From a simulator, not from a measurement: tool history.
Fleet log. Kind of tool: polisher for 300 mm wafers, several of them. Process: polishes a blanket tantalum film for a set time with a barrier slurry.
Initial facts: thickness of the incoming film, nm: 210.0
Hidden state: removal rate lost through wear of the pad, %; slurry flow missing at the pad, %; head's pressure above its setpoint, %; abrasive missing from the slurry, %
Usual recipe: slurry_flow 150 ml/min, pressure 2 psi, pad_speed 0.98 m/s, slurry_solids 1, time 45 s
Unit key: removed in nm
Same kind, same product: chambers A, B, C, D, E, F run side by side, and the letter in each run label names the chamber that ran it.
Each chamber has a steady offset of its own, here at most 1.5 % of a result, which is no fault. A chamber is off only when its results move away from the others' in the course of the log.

| run | hour | slurry_flow | pressure | pad_speed | slurry_solids | time | wafers polished on this pad | hours since the slurry nozzle was cleaned | hours since the head pressure was calibrated | hours since the slurry blender was calibrated | removed |
|---|---|---|---|---|---|---|---|---|---|---|---|
|  | 3.8 | chamber E: slurry blender recalibrated |
|  | 7.7 | chamber A: worn pad replaced by a new one |
| 1E | 13.1 | 150 | 2 | 0.98 | 1 | 45 | 873 | 205.6 | 684.9 | 9.4 | 80.34 |
|  | 15.1 | chamber E: worn pad replaced by a new one |
|  | 16.1 | chamber B: worn pad replaced by a new one |
| 2A | 19.5 | 150 | 2 | 0.98 | 1 | 45 | 90 | 370.6 | 625.9 | 247.3 | 80.214 |
|  | 25 | chamber D: slurry blender recalibrated |
| 3F | 30.1 | 150 | 2 | 0.98 | 1 | 45 | 1189 | 472.3 | 298.8 | 91 | 80.67 |
|  | 34.7 | chamber A: slurry nozzle cleaned |
| 4B | 43.4 | 150 | 2 | 0.98 | 1 | 45 | 208 | 52.7 | 179.4 | 209.3 | 81.673 |
| 5D | 50.8 | 150 | 2 | 0.98 | 1 | 45 | 570 | 545.4 | 351.6 | 25.9 | 79.502 |
|  | 51.2 | chamber C: worn pad replaced by a new one |
|  | 55.1 | chamber F: worn pad replaced by a new one |
| 6C | 59.1 | 150 | 2 | 0.84 | 1.15 | 45 | 60 | 235.8 | 300.3 | 79 | 70.394 |
| 7D | 73 | 150 | 2 | 0.84 | 1.15 | 45 | 740 | 567.6 | 373.8 | 48.1 | 70.782 |
| 8B | 82.5 | 150 | 2 | 0.84 | 1.15 | 45 | 506 | 91.8 | 218.5 | 248.4 | 73.19 |
|  | 86.2 | chamber C: slurry nozzle cleaned |
| 9F | 95.5 | 150 | 2 | 0.84 | 1.15 | 45 | 308 | 537.7 | 364.2 | 156.4 | 72.52 |
|  | 95.9 | chamber A: worn pad replaced by a new one |
|  | 98.7 | chamber D: head pressure recalibrated |
| 10E | 102.9 | 150 | 2 | 0.84 | 1.15 | 45 | 670 | 295.4 | 774.7 | 99.2 | 72.22 |
|  | 114.4 | chamber D: slurry blender recalibrated |
| 11A | 115.1 | 150 | 2 | 0.84 | 1.15 | 45 | 147 | 80.5 | 721.5 | 342.9 | 71.008 |
| 12C | 121.7 | 150 | 2 | 0.98 | 1 | 45 | 538 | 35.6 | 362.9 | 141.6 | 78.888 |
|  | 128.8 | chamber B: worn pad replaced by a new one |
|  | 130.7 | chamber E: worn pad replaced by a new one |
|  | 131.5 | chamber F: head pressure recalibrated |
| 13A | 133.6 | 150 | 2 | 0.98 | 1 | 45 | 288 | 99 | 740 | 361.4 | 80.213 |
|  | 136 | chamber E: head pressure recalibrated |
| 14F | 147.3 | 150 | 2 | 0.98 | 1 | 45 | 703 | 589.5 | 15.9 | 208.2 | 80.82 |
| 15C | 155.5 | 150 | 2 | 0.98 | 1 | 45 | 796 | 69.4 | 396.7 | 175.4 | 80.32 |
|  | 163.6 | chamber D: worn pad replaced by a new one |
| 16D | 166.9 | 125 | 2 | 0.98 | 1 | 45 | 25 | 661.5 | 68.2 | 52.5 | 76.192 |
| 17E | 175.5 | 125 | 2 | 0.98 | 1 | 45 | 342 | 368 | 39.5 | 171.8 | 81.003 |
|  | 176.4 | chamber F: slurry blender recalibrated |
| 18B | 185.4 | 125 | 2 | 0.98 | 1 | 45 | 432 | 194.7 | 321.4 | 351.3 | 79.083 |
|  | 192.1 | chamber D: slurry nozzle cleaned |
|  | 195.3 | chamber A: worn pad replaced by a new one |
| 19F | 197.8 | 125 | 2 | 0.98 | 1 | 45 | 1088 | 640 | 66.4 | 21.4 | 78.095 |
| 20C | 205.6 | 125 | 2 | 0.98 | 1 | 45 | 1178 | 119.5 | 446.8 | 225.5 | 76.421 |
|  | 214.3 | chamber C: worn pad replaced by a new one |
|  | 216.1 | chamber D: slurry blender recalibrated |
| 21D | 216.7 | 125 | 2 | 0.98 | 1 | 45 | 405 | 24.6 | 118 | 0.7 | 77.143 |
|  | 222.1 | chamber B: worn pad replaced by a new one |
|  | 224.5 | chamber F: worn pad replaced by a new one |
| 22A | 225.6 | 150 | 2 | 0.98 | 1 | 45 | 231 | 191 | 832 | 453.4 | 80.612 |
| 23E | 239.5 | 150 | 2 | 0.98 | 1 | 45 | 830 | 432 | 103.5 | 235.8 | 83.122 |
|  | 245.3 | chamber E: worn pad replaced by a new one |
| 24B | 248 | 150 | 2 | 0.98 | 1 | 45 | 198 | 257.3 | 384 | 413.9 | 81.222 |
|  | 253.8 | chamber E: slurry blender recalibrated |
|  | 258.2 | chamber A: slurry blender recalibrated |
| 25D | 258.3 | 150 | 2 | 0.98 | 1 | 45 | 722 | 66.2 | 159.6 | 42.3 | 79.799 |
| 26E | 268.7 | 150 | 2 | 0.98 | 1 | 45 | 179 | 461.2 | 132.7 | 14.9 | 84.055 |
| 27A | 275.2 | 150 | 2 | 0.98 | 1 | 45 | 609 | 240.6 | 881.6 | 17.1 | 80.134 |
|  | 277 | chamber F: slurry nozzle cleaned |
|  | 282 | chamber B: slurry blender recalibrated |
|  | 284.1 | chamber A: worn pad replaced by a new one |
| 28F | 286.6 | 150 | 2 | 0.98 | 1 | 45 | 474 | 9.7 | 155.2 | 110.2 | 81.631 |
|  | 290.7 | chamber E: slurry nozzle cleaned |
| 29B | 295.5 | 150 | 2.4 | 0.98 | 0.75 | 45 | 560 | 304.8 | 431.5 | 13.6 | 89.046 |
| 30C | 308.9 | 150 | 2.4 | 0.98 | 0.75 | 45 | 722 | 222.8 | 550.1 | 328.8 | 88.053 |
|  | 310.3 | chamber C: slurry blender recalibrated |
|  | 311.4 | chamber B: worn pad replaced by a new one |
| 31F | 317.7 | 150 | 2.4 | 0.98 | 0.75 | 45 | 711 | 40.8 | 186.3 | 141.3 | 88.678 |
|  | 328.3 | chamber D: slurry blender recalibrated |
| 32B | 329.6 | 150 | 2.4 | 0.98 | 0.75 | 45 | 139 | 338.9 | 465.6 | 47.7 | 90.073 |
| 33D | 340.6 | 150 | 2.4 | 0.98 | 0.75 | 45 | 1350 | 148.5 | 241.9 | 12.3 | 85.788 |
|  | 343.6 | chamber E: worn pad replaced by a new one |
| 34A | 348.9 | 150 | 2.4 | 0.98 | 0.75 | 45 | 494 | 314.3 | 955.3 | 90.8 | 87.562 |
|  | 350.7 | chamber D: worn pad replaced by a new one |
| 35E | 360.7 | 150 | 2 | 0.98 | 1 | 45 | 130 | 70 | 224.7 | 106.9 | 83.312 |
|  | 362.7 | chamber C: slurry nozzle cleaned |
| 36C | 367.2 | 150 | 2 | 0.98 | 0.75 | 45 | 1167 | 4.5 | 608.4 | 57 | 72.897 |
|  | 372.8 | chamber C: worn pad replaced by a new one |
| 37C | 377.6 | 150 | 2 | 0.98 | 0.75 | 45 | 37 | 14.9 | 618.8 | 67.4 | 72.473 |
|  | 380.9 | chamber A: worn pad replaced by a new one |
| 38E | 389.8 | 150 | 2 | 0.98 | 0.75 | 45 | 352 | 99.1 | 253.8 | 136 | 76.435 |
| 39B | 401.5 | 150 | 2 | 0.98 | 0.75 | 45 | 687 | 410.8 | 537.5 | 119.6 | 74.751 |
| 40A | 409.9 | 150 | 2 | 0.98 | 0.75 | 45 | 221 | 375.3 | 1016.3 | 151.8 | 73.382 |
|  | 416.9 | chamber D: slurry blender recalibrated |
|  | 418 | chamber F: slurry blender recalibrated |
| 41F | 423 | 150 | 2 | 0.98 | 0.75 | 45 | 1514 | 146.1 | 291.6 | 5.1 | 73.608 |
| 42D | 436.1 | 150 | 2 | 0.98 | 1 | 45 | 651 | 244 | 337.4 | 19.3 | 79.134 |
| 43C | 448.5 | 190 | 2 | 1.18 | 1 | 45 | 578 | 85.8 | 689.7 | 138.3 | 99.678 |

Decide between three cases: one chamber stands off from its peers, the gauge reading all wafers drifts, or nothing is wrong past each chamber's small offset. Where a chamber is off, say which and what most likely put it there.

Chamber E has stood off from the others ever since a service on it.
Likeliest cause: head's pressure above its setpoint, % = 4.31.

Which of the 4 candidates below, each the usual settings with something changed and its results left as question marks, puts chamber E back in line with what the other chambers give on the usual settings?
To be in line, a result may differ from the other chambers' mean on the usual settings by at most: removed 2.1 nm
| 44E-1 | 458.6 | 150 | 2 | 0.94 | 1 | 43 |  |  |  |  | ? |
| 44E-2 | 458.6 | 150 | 2 | 1.02 | 1 | 47 |  |  |  |  | ? |
| 44E-3 | 458.6 | 150 | 2 | 1 | 1 | 46 |  |  |  |  | ? |
| 44E-4 | 458.6 | 150 | 2 | 0.96 | 1 | 44 |  |  |  |  | ? |

The mean the other chambers reach with the usual settings: removed 80.237 nm
| run | removed |
|---|---|
| 44E-1 | 76.971 |
| 44E-2 | 91.272 |
| 44E-3 | 87.583 |
| 44E-4 | 80.433 |
The right change is 44E-4: it brings the chamber back within the allowed miss of the others.
